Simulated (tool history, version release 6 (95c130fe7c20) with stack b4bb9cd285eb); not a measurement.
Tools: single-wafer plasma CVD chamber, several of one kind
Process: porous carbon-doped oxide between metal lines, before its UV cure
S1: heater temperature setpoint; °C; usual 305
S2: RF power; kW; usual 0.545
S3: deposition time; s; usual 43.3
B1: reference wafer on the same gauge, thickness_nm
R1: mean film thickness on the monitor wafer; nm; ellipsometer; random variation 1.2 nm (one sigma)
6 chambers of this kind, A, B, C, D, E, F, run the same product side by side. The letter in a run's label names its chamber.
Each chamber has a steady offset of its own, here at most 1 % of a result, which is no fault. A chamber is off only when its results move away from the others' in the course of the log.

Run 1F, day 0.133: usual settings; B1 244.15. Result: R1 238.44 nm.
Run 2C, day 0.325: usual settings; B1 244.3. Result: R1 239.24 nm.
Run 3D, day 0.521: usual settings; B1 243.69. Result: R1 236.16 nm.
Run 4E, day 0.758: usual settings; B1 243.87. Result: R1 237.32 nm.
Run 5A, day 0.958: usual settings; B1 244.04. Result: R1 238.02 nm.
Run 6B, day 1.2: usual settings but S1 300 °C; B1 244.12. Result: R1 242.31 nm.
Run 7D, day 1.379: usual settings but S1 300 °C; B1 243.6. Result: R1 244.14 nm.
Run 8E, day 1.483: usual settings but S1 300 °C; B1 243.98. Result: R1 242.14 nm.
Run 9B, day 1.642: usual settings but S1 300 °C; B1 244.04. Result: R1 242.76 nm.
Run 10A, day 1.762: usual settings but S1 300 °C; B1 244.14. Result: R1 245.54 nm.
Run 11C, day 1.908: usual settings but S1 300 °C; B1 243.46. Result: R1 243.81 nm.
Run 12F, day 2.138: usual settings; B1 244.19. Result: R1 239.42 nm.
Run 13A, day 2.375: usual settings; B1 243.83. Result: R1 236.53 nm.
Run 14B, day 2.617: usual settings; B1 243.86. Result: R1 233.07 nm.
Run 15D, day 2.783: usual settings but S1 291 °C, S3 46.9 s; B1 244.12. Result: R1 276.97 nm.
Run 16F, day 2.967: usual settings but S1 291 °C, S3 46.9 s; B1 243.9. Result: R1 281.2 nm.
Run 17E, day 3.2: usual settings but S1 291 °C, S3 46.9 s; B1 244.12. Result: R1 277.28 nm.
Run 18C, day 3.371: usual settings but S1 291 °C, S3 46.9 s; B1 244.16. Result: R1 280.43 nm.
Run 19D, day 3.608: usual settings but S1 291 °C, S3 46.9 s; B1 244.15. Result: R1 279.77 nm.
Run 20C, day 3.733: usual settings but S1 291 °C, S3 46.9 s; B1 243.88. Result: R1 278.63 nm.
Run 21B, day 3.946: usual settings; B1 244.17. Result: R1 234.36 nm.
Run 22A, day 4.108: usual settings; B1 243.98. Result: R1 237.88 nm.
Run 23F, day 4.3: usual settings; B1 244.06. Result: R1 241.46 nm.
Run 24E, day 4.446: usual settings; B1 244.04. Result: R1 236.18 nm.
Run 25E, day 4.567: usual settings; B1 244.09. Result: R1 237.87 nm.
Run 26D, day 4.746: usual settings; B1 244.31. Result: R1 237.89 nm.
Run 27B, day 4.971: usual settings; B1 243.79. Result: R1 232.25 nm.
Run 28F, day 5.212: usual settings; B1 244.17. Result: R1 240.03 nm.
Run 29A, day 5.454: usual settings; B1 243.91. Result: R1 237.61 nm.
Run 30C, day 5.592: usual settings; B1 244.11. Result: R1 237.99 nm.
Run 31B, day 5.738: usual settings; B1 244.24. Result: R1 228.61 nm.
Run 32A, day 5.942: usual settings; B1 243.98. Result: R1 239.68 nm.
Run 33F, day 6.183: usual settings but S1 316 °C; B1 243.87. Result: R1 226.76 nm.
Run 34C, day 6.354: usual settings but S1 316 °C; B1 243.98. Result: R1 224.88 nm.
Run 35D, day 6.492: usual settings but S1 316 °C; B1 243.86. Result: R1 222.54 nm.
Run 36E, day 6.6: usual settings but S1 316 °C; B1 243.99. Result: R1 224.53 nm.
Run 37A, day 6.779: usual settings but S1 316 °C; B1 244.04. Result: R1 225.04 nm.
At day 6.833: chamber C: thermocouple changed; heater temperature recalibrated.
Run 38B, day 6.962: usual settings but S1 316 °C; B1 244.17. Result: R1 213.04 nm.
Run 39D, day 7.117: usual settings but S3 36.9 s; B1 244.01. Result: R1 204.14 nm.
Run 40C, day 7.35: usual settings but S3 36.9 s; B1 244.28. Result: R1 203.43 nm.
Run 41F, day 7.521: usual settings but S3 36.9 s; B1 244.11. Result: R1 205.66 nm.
Run 42E, day 7.629: usual settings but S3 36.9 s; B1 243.92. Result: R1 202.19 nm.
Run 43D, day 7.75: usual settings but S3 36.9 s; B1 244.21. Result: R1 203.23 nm.
Run 44F, day 7.958: usual settings but S3 36.9 s; B1 244.36. Result: R1 203.9 nm.

What goes on in this fleet: one chamber off, a drifting gauge, or nothing beyond the chambers' own small offsets? Name the chamber and the cause, if any.

Chamber B drifts away from the others.
Cause: delivered RF power below the setpoint (%) = 7.99.

Here are 4 candidates for chamber B's next run, each the usual settings with a change, their results left as question marks. Which one brings its results back in line with what the others give on the usual settings?
In line means no further than this from the other chambers' mean on the usual settings: R1 4.2 nm
Run 45B-1, day 8.133: usual settings but S2 0.55 kW, S3 43.9 s. Result: R1 ?.
Run 45B-2, day 8.133: usual settings but S1 306 °C, S2 0.53 kW. Result: R1 ?.
Run 45B-3, day 8.133: usual settings but S3 40.9 s. Result: R1 ?.
Run 45B-4, day 8.133: usual settings but S1 302 °C, S2 0.575 kW. Result: R1 ?.

The other chambers' mean on the usual settings: R1 237.94 nm
  run      R1
45B-1  230.06
45B-2  220.22
45B-3  213.41
45B-4   237.7
45B-4 brings the chamber back in line.

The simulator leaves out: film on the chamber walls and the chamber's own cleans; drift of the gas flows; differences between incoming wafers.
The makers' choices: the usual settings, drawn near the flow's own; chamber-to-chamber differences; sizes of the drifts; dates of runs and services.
